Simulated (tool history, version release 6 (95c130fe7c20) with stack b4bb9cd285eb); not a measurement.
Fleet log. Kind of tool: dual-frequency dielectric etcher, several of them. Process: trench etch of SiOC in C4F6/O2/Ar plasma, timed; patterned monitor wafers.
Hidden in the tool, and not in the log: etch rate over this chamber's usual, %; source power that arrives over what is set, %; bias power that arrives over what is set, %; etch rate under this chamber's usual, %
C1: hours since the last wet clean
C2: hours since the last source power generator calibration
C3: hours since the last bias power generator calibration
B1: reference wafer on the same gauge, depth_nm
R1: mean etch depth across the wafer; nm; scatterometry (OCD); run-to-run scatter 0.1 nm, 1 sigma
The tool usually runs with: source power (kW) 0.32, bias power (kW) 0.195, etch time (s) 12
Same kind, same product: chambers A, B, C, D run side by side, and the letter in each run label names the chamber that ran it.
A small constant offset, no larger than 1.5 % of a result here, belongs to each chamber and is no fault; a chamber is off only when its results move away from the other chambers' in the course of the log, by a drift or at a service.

{"run": "1A", "hour": 4.5, "source power (kW)": 0.32, "bias power (kW)": 0.195, "etch time (s)": 12, "C1": 105.9, "C2": 2085.4, "C3": 511.5, "B1": 27.822, "R1": 23.007}
{"hour": 6.9, "done": "chamber A: source power generator calibrated"}
{"run": "2D", "hour": 7.4, "source power (kW)": 0.32, "bias power (kW)": 0.195, "etch time (s)": 12, "C1": 52.2, "C2": 2430.2, "C3": 1066, "B1": 27.813, "R1": 23.462}
{"run": "3C", "hour": 10.2, "source power (kW)": 0.32, "bias power (kW)": 0.195, "etch time (s)": 12, "C1": 307.4, "C2": 1655.5, "C3": 1348, "B1": 27.815, "R1": 23.682}
{"run": "4B", "hour": 12.9, "source power (kW)": 0.32, "bias power (kW)": 0.195, "etch time (s)": 12, "C1": 423.1, "C2": 3530.8, "C3": 442, "B1": 27.777, "R1": 23.345}
{"run": "5C", "hour": 16.9, "source power (kW)": 0.32, "bias power (kW)": 0.195, "etch time (s)": 12, "C1": 314.1, "C2": 1662.2, "C3": 1354.7, "B1": 27.813, "R1": 23.594}
{"run": "6D", "hour": 22.2, "source power (kW)": 0.32, "bias power (kW)": 0.234, "etch time (s)": 10.5, "C1": 67, "C2": 2445, "C3": 1080.8, "B1": 27.789, "R1": 21.851}
{"run": "7A", "hour": 25.6, "source power (kW)": 0.32, "bias power (kW)": 0.234, "etch time (s)": 10.5, "C1": 127, "C2": 18.8, "C3": 532.6, "B1": 27.787, "R1": 21.555}
{"run": "8B", "hour": 30.2, "source power (kW)": 0.32, "bias power (kW)": 0.234, "etch time (s)": 10.5, "C1": 440.4, "C2": 3548.1, "C3": 459.3, "B1": 27.801, "R1": 21.723}
{"run": "9A", "hour": 34.6, "source power (kW)": 0.32, "bias power (kW)": 0.234, "etch time (s)": 10.5, "C1": 136, "C2": 27.8, "C3": 541.6, "B1": 27.794, "R1": 21.555}
{"run": "10B", "hour": 39.3, "source power (kW)": 0.32, "bias power (kW)": 0.195, "etch time (s)": 12, "C1": 449.5, "C2": 3557.2, "C3": 468.4, "B1": 27.811, "R1": 23.398}
{"run": "11D", "hour": 42.3, "source power (kW)": 0.32, "bias power (kW)": 0.195, "etch time (s)": 12, "C1": 87.1, "C2": 2465.1, "C3": 1100.9, "B1": 27.803, "R1": 23.527}
{"run": "12C", "hour": 47.4, "source power (kW)": 0.32, "bias power (kW)": 0.195, "etch time (s)": 12, "C1": 344.6, "C2": 1692.7, "C3": 1385.2, "B1": 27.772, "R1": 23.366}
{"run": "13A", "hour": 51.0, "source power (kW)": 0.32, "bias power (kW)": 0.195, "etch time (s)": 12, "C1": 152.4, "C2": 44.2, "C3": 558, "B1": 27.795, "R1": 23.189}
{"run": "14C", "hour": 54.4, "source power (kW)": 0.32, "bias power (kW)": 0.195, "etch time (s)": 12, "C1": 351.6, "C2": 1699.7, "C3": 1392.2, "B1": 27.807, "R1": 23.488}
{"run": "15B", "hour": 58.4, "source power (kW)": 0.32, "bias power (kW)": 0.195, "etch time (s)": 12, "C1": 468.6, "C2": 3576.3, "C3": 487.5, "B1": 27.797, "R1": 23.397}
{"run": "16D", "hour": 62.7, "source power (kW)": 0.32, "bias power (kW)": 0.195, "etch time (s)": 12, "C1": 107.5, "C2": 2485.5, "C3": 1121.3, "B1": 27.809, "R1": 23.707}
{"run": "17D", "hour": 68.1, "source power (kW)": 0.32, "bias power (kW)": 0.195, "etch time (s)": 12, "C1": 112.9, "C2": 2490.9, "C3": 1126.7, "B1": 27.777, "R1": 23.684}
{"run": "18C", "hour": 72.5, "source power (kW)": 0.32, "bias power (kW)": 0.169, "etch time (s)": 12, "C1": 369.7, "C2": 1717.8, "C3": 1410.3, "B1": 27.805, "R1": 22.543}
{"run": "19B", "hour": 75.4, "source power (kW)": 0.32, "bias power (kW)": 0.169, "etch time (s)": 12, "C1": 485.6, "C2": 3593.3, "C3": 504.5, "B1": 27.805, "R1": 22.387}
{"run": "20A", "hour": 80.6, "source power (kW)": 0.32, "bias power (kW)": 0.169, "etch time (s)": 12, "C1": 182, "C2": 73.8, "C3": 587.6, "B1": 27.79, "R1": 21.976}
{"run": "21C", "hour": 84.3, "source power (kW)": 0.32, "bias power (kW)": 0.169, "etch time (s)": 12, "C1": 381.5, "C2": 1729.6, "C3": 1422.1, "B1": 27.79, "R1": 22.492}
{"run": "22D", "hour": 89.3, "source power (kW)": 0.32, "bias power (kW)": 0.195, "etch time (s)": 12, "C1": 134.1, "C2": 2512.1, "C3": 1147.9, "B1": 27.798, "R1": 23.64}
{"run": "23B", "hour": 93.0, "source power (kW)": 0.32, "bias power (kW)": 0.195, "etch time (s)": 12, "C1": 503.2, "C2": 3610.9, "C3": 522.1, "B1": 27.801, "R1": 23.387}
{"run": "24A", "hour": 96.9, "source power (kW)": 0.32, "bias power (kW)": 0.195, "etch time (s)": 12, "C1": 198.3, "C2": 90.1, "C3": 603.9, "B1": 27.787, "R1": 23.301}
{"run": "25C", "hour": 100.5, "source power (kW)": 0.29, "bias power (kW)": 0.195, "etch time (s)": 13, "C1": 397.7, "C2": 1745.8, "C3": 1438.3, "B1": 27.782, "R1": 24.461}
{"run": "26B", "hour": 104.4, "source power (kW)": 0.29, "bias power (kW)": 0.195, "etch time (s)": 13, "C1": 514.6, "C2": 3622.3, "C3": 533.5, "B1": 27.792, "R1": 24.5}
{"run": "27D", "hour": 108.3, "source power (kW)": 0.29, "bias power (kW)": 0.195, "etch time (s)": 13, "C1": 153.1, "C2": 2531.1, "C3": 1166.9, "B1": 27.81, "R1": 24.562}
{"run": "28A", "hour": 111.2, "source power (kW)": 0.29, "bias power (kW)": 0.195, "etch time (s)": 13, "C1": 212.6, "C2": 104.4, "C3": 618.2, "B1": 27.774, "R1": 24.007}
{"run": "29C", "hour": 114.9, "source power (kW)": 0.32, "bias power (kW)": 0.195, "etch time (s)": 12, "C1": 412.1, "C2": 1760.2, "C3": 1452.7, "B1": 27.824, "R1": 23.6}
{"run": "30A", "hour": 118.5, "source power (kW)": 0.32, "bias power (kW)": 0.195, "etch time (s)": 12, "C1": 219.9, "C2": 111.7, "C3": 625.5, "B1": 27.763, "R1": 23.133}
{"run": "31D", "hour": 122.0, "source power (kW)": 0.32, "bias power (kW)": 0.195, "etch time (s)": 12, "C1": 166.8, "C2": 2544.8, "C3": 1180.6, "B1": 27.816, "R1": 23.525}
{"run": "32B", "hour": 125.7, "source power (kW)": 0.32, "bias power (kW)": 0.195, "etch time (s)": 12, "C1": 535.9, "C2": 3643.6, "C3": 554.8, "B1": 27.81, "R1": 23.366}
{"run": "33A", "hour": 128.6, "source power (kW)": 0.32, "bias power (kW)": 0.195, "etch time (s)": 12, "C1": 230, "C2": 121.8, "C3": 635.6, "B1": 27.84, "R1": 23.019}
{"run": "34B", "hour": 134.4, "source power (kW)": 0.26, "bias power (kW)": 0.195, "etch time (s)": 12, "C1": 544.6, "C2": 3652.3, "C3": 563.5, "B1": 27.8, "R1": 21.475}
{"run": "35C", "hour": 137.1, "source power (kW)": 0.26, "bias power (kW)": 0.195, "etch time (s)": 12, "C1": 434.3, "C2": 1782.4, "C3": 1474.9, "B1": 27.804, "R1": 21.641}
{"run": "36D", "hour": 141.2, "source power (kW)": 0.26, "bias power (kW)": 0.195, "etch time (s)": 12, "C1": 186, "C2": 2564, "C3": 1199.8, "B1": 27.798, "R1": 21.772}
{"run": "37A", "hour": 144.7, "source power (kW)": 0.26, "bias power (kW)": 0.195, "etch time (s)": 12, "C1": 246.1, "C2": 137.9, "C3": 651.7, "B1": 27.809, "R1": 21.612}
{"run": "38C", "hour": 149.2, "source power (kW)": 0.32, "bias power (kW)": 0.195, "etch time (s)": 12, "C1": 446.4, "C2": 1794.5, "C3": 1487, "B1": 27.81, "R1": 23.582}
{"run": "39D", "hour": 153.5, "source power (kW)": 0.32, "bias power (kW)": 0.195, "etch time (s)": 12, "C1": 198.3, "C2": 2576.3, "C3": 1212.1, "B1": 27.827, "R1": 23.726}
{"run": "40B", "hour": 158.7, "source power (kW)": 0.32, "bias power (kW)": 0.195, "etch time (s)": 12, "C1": 568.9, "C2": 3676.6, "C3": 587.8, "B1": 27.819, "R1": 23.252}
{"run": "41D", "hour": 161.5, "source power (kW)": 0.32, "bias power (kW)": 0.195, "etch time (s)": 12, "C1": 206.3, "C2": 2584.3, "C3": 1220.1, "B1": 27.788, "R1": 23.56}
{"hour": 161.6, "done": "chamber C: wet clean of the chamber"}
{"run": "42C", "hour": 166.4, "source power (kW)": 0.32, "bias power (kW)": 0.195, "etch time (s)": 12, "C1": 4.9, "C2": 1811.7, "C3": 1504.2, "B1": 27.809, "R1": 23.464}
{"run": "43A", "hour": 171.2, "source power (kW)": 0.32, "bias power (kW)": 0.195, "etch time (s)": 12, "C1": 272.6, "C2": 164.4, "C3": 678.2, "B1": 27.777, "R1": 23.218}
{"run": "44B", "hour": 176.7, "source power (kW)": 0.32, "bias power (kW)": 0.195, "etch time (s)": 12, "C1": 586.9, "C2": 3694.6, "C3": 605.8, "B1": 27.827, "R1": 23.312}

Next, all 4 chambers run the settings below, one line each with question marks for the results. What does each chamber give?
{"run": "45A", "hour": 180.9, "source power (kW)": 0.32, "bias power (kW)": 0.195, "etch time (s)": 10.5, "R1": "?"}
{"run": "45B", "hour": 180.9, "source power (kW)": 0.32, "bias power (kW)": 0.195, "etch time (s)": 10.5, "R1": "?"}
{"run": "45C", "hour": 180.9, "source power (kW)": 0.32, "bias power (kW)": 0.195, "etch time (s)": 10.5, "R1": "?"}
{"run": "45D", "hour": 180.9, "source power (kW)": 0.32, "bias power (kW)": 0.195, "etch time (s)": 10.5, "R1": "?"}

run=45A R1=20.284
run=45B R1=20.518
run=45C R1=20.503
run=45D R1=20.525
